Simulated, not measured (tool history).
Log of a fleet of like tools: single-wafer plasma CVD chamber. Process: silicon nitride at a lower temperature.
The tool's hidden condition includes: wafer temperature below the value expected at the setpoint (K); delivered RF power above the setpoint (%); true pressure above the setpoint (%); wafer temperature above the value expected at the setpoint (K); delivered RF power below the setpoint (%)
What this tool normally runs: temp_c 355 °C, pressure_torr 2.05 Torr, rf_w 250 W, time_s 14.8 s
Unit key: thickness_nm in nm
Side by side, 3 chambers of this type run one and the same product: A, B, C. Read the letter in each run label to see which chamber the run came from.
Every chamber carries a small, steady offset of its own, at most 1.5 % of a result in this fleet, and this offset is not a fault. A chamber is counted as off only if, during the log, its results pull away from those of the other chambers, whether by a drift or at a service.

| run | hour | temp_c | pressure_torr | rf_w | time_s | hours since the last thermocouple change | hours since the last RF generator calibration | hours since the last manometer calibration | read-back reference wafer on the same gauge, thickness_nm | thickness_nm |
|---|---|---|---|---|---|---|---|---|---|---|
| 1B | 7.2 | 355 | 2.05 | 250 | 14.8 | 1246.1 | 621.8 | 916.1 | 13.605 | 16.288 |
| 2A | 12.3 | 355 | 2.05 | 250 | 14.8 | 1125.6 | 136.5 | 565.7 | 13.593 | 16.24 |
| 3C | 20.8 | 355 | 2.05 | 250 | 14.8 | 66 | 125.9 | 486.7 | 13.602 | 16.595 |
| 4A | 27.4 | 355 | 2.05 | 250 | 14.8 | 1140.7 | 151.6 | 580.8 | 13.62 | 16.431 |
| 5C | 32.9 | 355 | 2.05 | 250 | 14.8 | 78.1 | 138 | 498.8 | 13.611 | 16.816 |
| 6B | 38.7 | 355 | 2.05 | 250 | 14.8 | 1277.6 | 653.3 | 947.6 | 13.585 | 16.365 |
| 7A | 46.1 | 355 | 2.05 | 250 | 14.8 | 1159.4 | 170.3 | 599.5 | 13.601 | 16.317 |
| 8B | 51.7 | 355 | 2.05 | 250 | 14.8 | 1290.6 | 666.3 | 960.6 | 13.601 | 16.1 |
| 9C | 55.4 | 355 | 2.05 | 275 | 12 | 100.6 | 160.5 | 521.3 | 13.619 | 14.316 |
| 10C | 64.1 | 355 | 2.05 | 275 | 12 | 109.3 | 169.2 | 530 | 13.592 | 14.403 |
| 11B | 69.2 | 355 | 2.05 | 275 | 12 | 1308.1 | 683.8 | 978.1 | 13.608 | 14.087 |
| 12A | 76.6 | 355 | 2.05 | 250 | 14.8 | 1189.9 | 200.8 | 630 | 13.605 | 16.347 |
| 13B | 84.7 | 355 | 2.05 | 250 | 14.8 | 1323.6 | 699.3 | 993.6 | 13.596 | 16.015 |
| 14C | 90.7 | 355 | 2.05 | 250 | 14.8 | 135.9 | 195.8 | 556.6 | 13.609 | 16.669 |
| 15A | 98.4 | 355 | 2.05 | 250 | 14.8 | 1211.7 | 222.6 | 651.8 | 13.579 | 16.268 |
| 16C | 106.4 | 355 | 2.05 | 250 | 14.8 | 151.6 | 211.5 | 572.3 | 13.598 | 16.537 |
| 17A | 112.5 | 355 | 2.05 | 250 | 14.8 | 1225.8 | 236.7 | 665.9 | 13.6 | 16.225 |
| 18B | 117.6 | 355 | 2.05 | 250 | 14.8 | 1356.5 | 732.2 | 1026.5 | 13.601 | 15.804 |
| 19A | 122.4 | 355 | 2.05 | 250 | 14.8 | 1235.7 | 246.6 | 675.8 | 13.611 | 16.199 |
|  | 127.6 | chamber B: capacitance manometer re-zeroed and calibrated |
| 20B | 128.4 | 355 | 2.05 | 250 | 14.8 | 1367.3 | 743 | 0.9 | 13.6 | 15.801 |

For the next run the whole fleet of 3 chambers uses the same settings. Give each chamber's results:
| 21A | 134.6 | 355 | 2.05 | 250 | 14.8 |  |  |  |  | ? |
| 21B | 134.6 | 355 | 2.05 | 250 | 14.8 |  |  |  |  | ? |
| 21C | 134.6 | 355 | 2.05 | 250 | 14.8 |  |  |  |  | ? |

| run | thickness_nm |
|---|---|
| 21A | 16.413 |
| 21B | 15.741 |
| 21C | 16.681 |
